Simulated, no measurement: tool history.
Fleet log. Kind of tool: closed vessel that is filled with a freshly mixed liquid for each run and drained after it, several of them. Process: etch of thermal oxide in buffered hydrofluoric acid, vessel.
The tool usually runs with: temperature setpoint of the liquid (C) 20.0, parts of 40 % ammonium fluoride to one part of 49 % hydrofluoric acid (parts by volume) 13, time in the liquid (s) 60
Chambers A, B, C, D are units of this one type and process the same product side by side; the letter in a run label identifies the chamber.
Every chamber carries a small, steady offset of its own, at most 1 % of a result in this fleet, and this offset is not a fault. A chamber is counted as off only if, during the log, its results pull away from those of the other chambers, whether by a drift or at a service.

run	hour	temperature setpoint of the liquid (C)	parts of 40 % ammonium fluoride to one part of 49 % hydrofluoric acid (parts by volume)	time in the liquid (s)	read-back film thickness of the thermal oxide reference wafer, read on the same gauge (nm)	thickness taken off the thermal oxide on a monitor wafer (Å)
1D	4.5	20.0	13	60	60.004	438.32
2B	8.7	20.0	13	60	59.976	427.02
3C	14.0	20.0	13	60	59.981	437.38
4A	17.3	20.0	13	60	59.972	424.99
5B	20.5	17.5	13	60	60.006	378.95
6A	25.9	17.5	13	60	59.997	379.74
7D	32.3	17.5	13	60	59.989	371.15
8C	35.5	17.5	13	60	59.988	380.61
9C	40.6	20.0	13	60	59.988	436.62
# hour 44.7: chamber A: hydrofluoric acid flow meter replaced
10A	46.5	20.0	13	60	60.033	434.62
11D	51.9	20.0	13	60	59.993	427.10
# hour 52.2: chamber D: thermometer replaced
12B	56.4	23.0	13	60	60.041	508.59
13C	62.5	23.0	13	60	59.993	511.66
14A	65.7	23.0	13	60	59.960	510.68
15B	72.0	23.0	13	60	60.017	506.43
16D	75.9	20.0	13	60	59.973	433.13
17B	78.8	20.0	13	60	59.997	436.19
18C	82.7	20.0	13	60	60.020	428.40
19D	86.2	21.5	13	60	60.007	470.60
20A	89.9	21.5	13	60	59.992	474.03
21C	92.8	21.5	13	60	60.020	464.77
22B	96.7	21.5	13	60	60.002	475.07
23D	100.1	20.0	13	60	60.004	436.93
24A	103.3	20.0	13	60	59.996	431.13

The same settings go to every chamber for the next run, one line per chamber below. Forecast the results for each:
25A	107.9	20.0	13	35		?
25B	107.9	20.0	13	35		?
25C	107.9	20.0	13	35		?
25D	107.9	20.0	13	35		?

run	thickness taken off the thermal oxide on a monitor wafer (Å)
25A	252.30
25B	252.76
25C	249.16
25D	249.19

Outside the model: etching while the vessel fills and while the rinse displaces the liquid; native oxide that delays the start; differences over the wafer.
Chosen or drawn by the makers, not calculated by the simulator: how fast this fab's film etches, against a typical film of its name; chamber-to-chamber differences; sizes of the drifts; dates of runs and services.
